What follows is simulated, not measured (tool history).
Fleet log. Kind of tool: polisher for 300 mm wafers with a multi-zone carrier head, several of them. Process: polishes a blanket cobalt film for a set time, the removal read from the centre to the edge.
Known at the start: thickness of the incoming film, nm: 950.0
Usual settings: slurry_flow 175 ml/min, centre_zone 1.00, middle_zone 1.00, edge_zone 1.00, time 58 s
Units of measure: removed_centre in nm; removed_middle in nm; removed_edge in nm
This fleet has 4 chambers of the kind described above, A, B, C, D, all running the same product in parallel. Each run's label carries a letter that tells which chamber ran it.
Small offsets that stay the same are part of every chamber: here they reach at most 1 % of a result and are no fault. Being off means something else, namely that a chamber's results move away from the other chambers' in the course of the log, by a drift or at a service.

At hour 5.1: chamber C: worn pad replaced by a new one.
Run 1A, hour 7.7: usual settings. Result: removed_centre 182.47 nm, removed_middle 178.75 nm, removed_edge 177.99 nm.
Run 2D, hour 12.8: usual settings. Result: removed_centre 179.65 nm, removed_middle 179.64 nm, removed_edge 177.82 nm.
At hour 17.1: chamber D: slurry nozzle cleaned.
Run 3C, hour 17.5: usual settings. Result: removed_centre 177.10 nm, removed_middle 177.42 nm, removed_edge 176.72 nm.
Run 4B, hour 21.9: usual settings. Result: removed_centre 183.27 nm, removed_middle 179.87 nm, removed_edge 177.00 nm.
Run 5A, hour 25.7: usual settings but time 68 s. Result: removed_centre 209.96 nm, removed_middle 210.36 nm, removed_edge 208.43 nm.
Run 6D, hour 30.4: usual settings but time 68 s. Result: removed_centre 207.53 nm, removed_middle 209.24 nm, removed_edge 209.93 nm.
At hour 35.0: chamber B: slurry nozzle cleaned.
Run 7B, hour 38.4: usual settings but time 68 s. Result: removed_centre 211.70 nm, removed_middle 206.92 nm, removed_edge 209.87 nm.
Run 8C, hour 45.5: usual settings but time 68 s. Result: removed_centre 208.50 nm, removed_middle 209.01 nm, removed_edge 205.64 nm.
Run 9D, hour 50.4: usual settings but edge_zone 1.12, time 46 s. Result: removed_centre 141.66 nm, removed_middle 141.44 nm, removed_edge 147.58 nm.
Run 10B, hour 54.5: usual settings but edge_zone 1.12, time 46 s. Result: removed_centre 140.97 nm, removed_middle 141.08 nm, removed_edge 148.67 nm.
Run 11C, hour 58.6: usual settings but edge_zone 1.12, time 46 s. Result: removed_centre 138.41 nm, removed_middle 143.27 nm, removed_edge 146.71 nm.
At hour 58.8: chamber B: worn pad replaced by a new one.
Run 12A, hour 63.2: usual settings but edge_zone 1.12, time 46 s. Result: removed_centre 145.20 nm, removed_middle 140.94 nm, removed_edge 149.08 nm.
Run 13D, hour 68.8: usual settings but slurry_flow 200 ml/min, middle_zone 0.93. Result: removed_centre 180.99 nm, removed_middle 170.13 nm, removed_edge 178.77 nm.
At hour 70.5: chamber A: worn pad replaced by a new one.
Run 14C, hour 72.5: usual settings but slurry_flow 200 ml/min, middle_zone 0.93. Result: removed_centre 181.12 nm, removed_middle 169.41 nm, removed_edge 177.76 nm.
Run 15A, hour 76.9: usual settings but slurry_flow 200 ml/min, middle_zone 0.93. Result: removed_centre 182.88 nm, removed_middle 170.89 nm, removed_edge 180.55 nm.
At hour 82.8: chamber D: worn pad replaced by a new one.
Run 16B, hour 83.4: usual settings but slurry_flow 200 ml/min, middle_zone 0.93. Result: removed_centre 186.46 nm, removed_middle 169.97 nm, removed_edge 183.61 nm.
At hour 83.9: chamber C: worn pad replaced by a new one.
Run 17A, hour 87.1: usual settings but middle_zone 0.95, time 77 s. Result: removed_centre 234.66 nm, removed_middle 227.12 nm, removed_edge 233.31 nm.
Run 18C, hour 93.8: usual settings but middle_zone 0.95, time 77 s. Result: removed_centre 232.86 nm, removed_middle 224.87 nm, removed_edge 232.48 nm.
Run 19D, hour 98.4: usual settings but middle_zone 0.95, time 77 s. Result: removed_centre 239.12 nm, removed_middle 226.78 nm, removed_edge 236.76 nm.
Run 20B, hour 103.9: usual settings but middle_zone 0.95, time 77 s. Result: removed_centre 232.93 nm, removed_middle 224.67 nm, removed_edge 234.89 nm.
Run 21A, hour 107.5: usual settings. Result: removed_centre 180.11 nm, removed_middle 178.83 nm, removed_edge 177.00 nm.
Run 22D, hour 111.7: usual settings. Result: removed_centre 177.06 nm, removed_middle 177.25 nm, removed_edge 176.37 nm.
Run 23B, hour 115.4: usual settings. Result: removed_centre 177.02 nm, removed_middle 180.08 nm, removed_edge 179.81 nm.
At hour 119.9: chamber C: centre zone pressure recalibrated.
Run 24C, hour 122.1: usual settings. Result: removed_centre 187.52 nm, removed_middle 176.77 nm, removed_edge 180.17 nm.
Run 25A, hour 129.1: usual settings. Result: removed_centre 176.65 nm, removed_middle 179.64 nm, removed_edge 178.97 nm.
Run 26D, hour 133.0: usual settings. Result: removed_centre 181.97 nm, removed_middle 179.38 nm, removed_edge 179.46 nm.
Run 27C, hour 139.8: usual settings. Result: removed_centre 188.59 nm, removed_middle 177.89 nm, removed_edge 177.41 nm.
Run 28B, hour 145.1: usual settings. Result: removed_centre 179.56 nm, removed_middle 178.13 nm, removed_edge 179.05 nm.
At hour 147.5: chamber B: worn pad replaced by a new one.
Run 29D, hour 152.6: usual settings. Result: removed_centre 179.90 nm, removed_middle 179.47 nm, removed_edge 175.69 nm.
At hour 154.4: chamber D: centre zone pressure recalibrated.
Run 30C, hour 157.0: usual settings. Result: removed_centre 188.43 nm, removed_middle 178.17 nm, removed_edge 176.34 nm.
Run 31A, hour 162.3: usual settings. Result: removed_centre 181.31 nm, removed_middle 179.29 nm, removed_edge 177.91 nm.
At hour 163.2: chamber C: worn pad replaced by a new one.
Run 32B, hour 169.7: usual settings. Result: removed_centre 179.68 nm, removed_middle 176.80 nm, removed_edge 174.29 nm.
At hour 172.2: chamber C: slurry nozzle cleaned.
At hour 173.2: chamber A: worn pad replaced by a new one.
Run 33B, hour 175.8: usual settings. Result: removed_centre 181.86 nm, removed_middle 177.43 nm, removed_edge 179.06 nm.
Run 34A, hour 182.0: usual settings. Result: removed_centre 175.77 nm, removed_middle 179.42 nm, removed_edge 177.21 nm.
Run 35D, hour 189.9: usual settings. Result: removed_centre 178.97 nm, removed_middle 177.96 nm, removed_edge 176.75 nm.
Run 36C, hour 195.9: usual settings. Result: removed_centre 186.57 nm, removed_middle 178.46 nm, removed_edge 174.03 nm.
Run 37A, hour 200.0: usual settings. Result: removed_centre 178.20 nm, removed_middle 176.91 nm, removed_edge 178.49 nm.
Run 38D, hour 206.9: usual settings but centre_zone 1.04, middle_zone 0.94. Result: removed_centre 186.74 nm, removed_middle 169.89 nm, removed_edge 177.71 nm.
Run 39C, hour 211.7: usual settings but centre_zone 1.04, middle_zone 0.94. Result: removed_centre 193.84 nm, removed_middle 169.13 nm, removed_edge 177.57 nm.
Run 40B, hour 219.4: usual settings but centre_zone 1.04, middle_zone 0.94. Result: removed_centre 188.30 nm, removed_middle 168.23 nm, removed_edge 177.81 nm.
At hour 221.2: chamber D: worn pad replaced by a new one.
Run 41A, hour 224.1: usual settings but centre_zone 1.04, middle_zone 0.94. Result: removed_centre 186.91 nm, removed_middle 169.51 nm, removed_edge 174.75 nm.
Run 42B, hour 229.6: usual settings but slurry_flow 155 ml/min, middle_zone 0.92. Result: removed_centre 174.16 nm, removed_middle 163.29 nm, removed_edge 172.85 nm.
At hour 232.7: chamber D: edge zone pressure recalibrated.
Run 43D, hour 237.4: usual settings but slurry_flow 155 ml/min, middle_zone 0.92. Result: removed_centre 171.77 nm, removed_middle 162.02 nm, removed_edge 175.89 nm.
Run 44C, hour 242.7: usual settings but slurry_flow 155 ml/min, middle_zone 0.92. Result: removed_centre 183.44 nm, removed_middle 161.79 nm, removed_edge 175.19 nm.

Has any chamber moved away from the others, gradually or after a service, or does the common gauge drift, or do the chambers differ only by their own small steady offsets? State the chamber and the most likely cause if one applies.

The work done on chamber C during a service left it standing apart from the others.
What lies behind it: centre zone's pressure above its setpoint, % = 5.81.

Which of the 4 candidates below, each the usual settings with something changed and its results left as question marks, puts chamber C back in line with what the other chambers give on the usual settings?
In line means no further than this from the other chambers' mean on the usual settings: removed_centre 6.70 nm; removed_middle 4.30 nm; removed_edge 7.00 nm
Run 45C-1, hour 248.4: usual settings but slurry_flow 170 ml/min, centre_zone 0.96, middle_zone 1.01, edge_zone 1.02. Result: removed_centre ?, removed_middle ?, removed_edge ?.
Run 45C-2, hour 248.4: usual settings but slurry_flow 170 ml/min, centre_zone 0.90, middle_zone 1.02, edge_zone 1.04. Result: removed_centre ?, removed_middle ?, removed_edge ?.
Run 45C-3, hour 248.4: usual settings but slurry_flow 180 ml/min, centre_zone 1.10, middle_zone 0.98, edge_zone 0.96. Result: removed_centre ?, removed_middle ?, removed_edge ?.
Run 45C-4, hour 248.4: usual settings but slurry_flow 180 ml/min, centre_zone 1.04, middle_zone 0.99, edge_zone 0.98. Result: removed_centre ?, removed_middle ?, removed_edge ?.

Usual-settings mean across the other chambers: removed_centre 178.70 nm; removed_middle 178.50 nm; removed_edge 177.74 nm
  run  removed_centre  removed_middle  removed_edge
45C-1          179.56          178.53        177.75
45C-2          167.42          180.19        179.56
45C-3          210.09          175.24        173.47
45C-4          197.82          176.92        175.31
With 45C-1, the chamber falls back in line with the rest.
